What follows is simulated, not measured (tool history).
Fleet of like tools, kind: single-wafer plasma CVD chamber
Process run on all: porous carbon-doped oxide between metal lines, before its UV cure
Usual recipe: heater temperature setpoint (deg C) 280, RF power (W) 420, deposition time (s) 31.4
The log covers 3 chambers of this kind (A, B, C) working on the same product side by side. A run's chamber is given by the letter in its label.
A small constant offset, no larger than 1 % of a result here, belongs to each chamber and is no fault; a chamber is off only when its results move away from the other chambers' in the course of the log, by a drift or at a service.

run	hour	heater temperature setpoint (deg C)	RF power (W)	deposition time (s)	hours since the last thermocouple change	hours since the last RF generator calibration	read-back reference wafer on the same gauge, thickness_nm	mean film thickness on the monitor wafer (angstrom)
1B	4.5	280	420	31.4	866.5	50.8	150.93	1685.3
2A	10.1	280	420	31.4	2814.5	761.7	151.04	1675.2
3C	18.8	280	420	31.4	2801	154.8	150.93	1702.4
4A	24.6	280	420	31.4	2829	776.2	150.99	1671.8
5C	32.6	286	455	31.4	2814.8	168.6	150.89	1743.1
6B	42.4	286	455	31.4	904.4	88.7	150.92	1723.3
7C	48.6	286	455	31.4	2830.8	184.6	150.87	1742.4
8B	58.3	280	420	31.4	920.3	104.6	150.83	1682.4
9A	65.8	280	420	31.4	2870.2	817.4	150.81	1675.8
10B	72	280	420	31.4	934	118.3	150.76	1681.7
11C	79.1	280	420	31.4	2861.3	215.1	150.75	1701.1
12A	84.7	280	420	31.4	2889.1	836.3	150.78	1668.9
13B	92.3	280	420	31.4	954.3	138.6	150.73	1682.6
14A	101.5	280	420	31.4	2905.9	853.1	150.68	1670.9
15C	108	280	420	31.4	2890.2	244	150.63	1701.1
# hour 113.5: chamber A: thermocouple changed; heater temperature recalibrated
16B	115	280	420	31.4	977	161.3	150.63	1680.9
17A	119.8	280	420	31.4	6.4	871.4	150.64	1668.2
18C	127.7	280	420	31.4	2909.9	263.7	150.61	1697.8
19B	132.6	287	485	31.4	994.6	178.9	150.65	1792.1
20A	141.6	287	485	31.4	28.2	893.2	150.63	1774.8
21C	148.5	287	485	31.4	2930.7	284.5	150.54	1804.8
22B	156.8	280	420	31.4	1018.8	203.1	150.57	1678.8
23C	161.9	272	420	31.4	2944.1	297.9	150.59	1785.7
24A	167.3	272	420	31.4	53.9	918.9	150.52	1753.6
25A	171.7	272	420	31.4	58.3	923.3	150.51	1754.6
26B	177	280	420	31.4	1039	223.3	150.49	1676.2
27C	181.4	293	420	35.5	2963.6	317.4	150.52	1768.9
28A	186.4	293	420	35.5	73	938	150.44	1731.6
29B	195.1	293	420	35.5	1057.1	241.4	150.48	1747.1
30C	204	280	420	31.4	2986.2	340	150.38	1699
31C	211.7	280	420	31.4	2993.9	347.7	150.35	1697.4
32B	216.8	280	420	31.4	1078.8	263.1	150.41	1682.2
33A	223.2	280	420	31.4	109.8	974.8	150.33	1664.3
34C	232.8	280	420	31.4	3015	368.8	150.33	1696.1
35B	239	280	420	31.4	1101	285.3	150.35	1678.1
36A	244.2	280	420	31.4	130.8	995.8	150.31	1663.2
37C	249.8	280	420	31.4	3032	385.8	150.33	1694.8
38A	255.9	280	420	31.4	142.5	1007.5	150.26	1667.5
39B	265.4	280	420	31.4	1127.4	311.7	150.22	1681.2
40C	274.7	280	420	31.4	3056.9	410.7	150.2	1697.7
41A	280.7	268	420	35.2	167.3	1032.3	150.19	2006.9
42B	285.5	268	420	35.2	1147.5	331.8	150.21	2029.6

One chamber off, gauge drift, or nothing amiss beyond the chambers' own small offsets? If it is a chamber, which one, and what is the likeliest cause?

None of the chambers is off. What moves is the gauge, dragging all their readings along together.
Cause: gauge reads low (%) = 0.563.
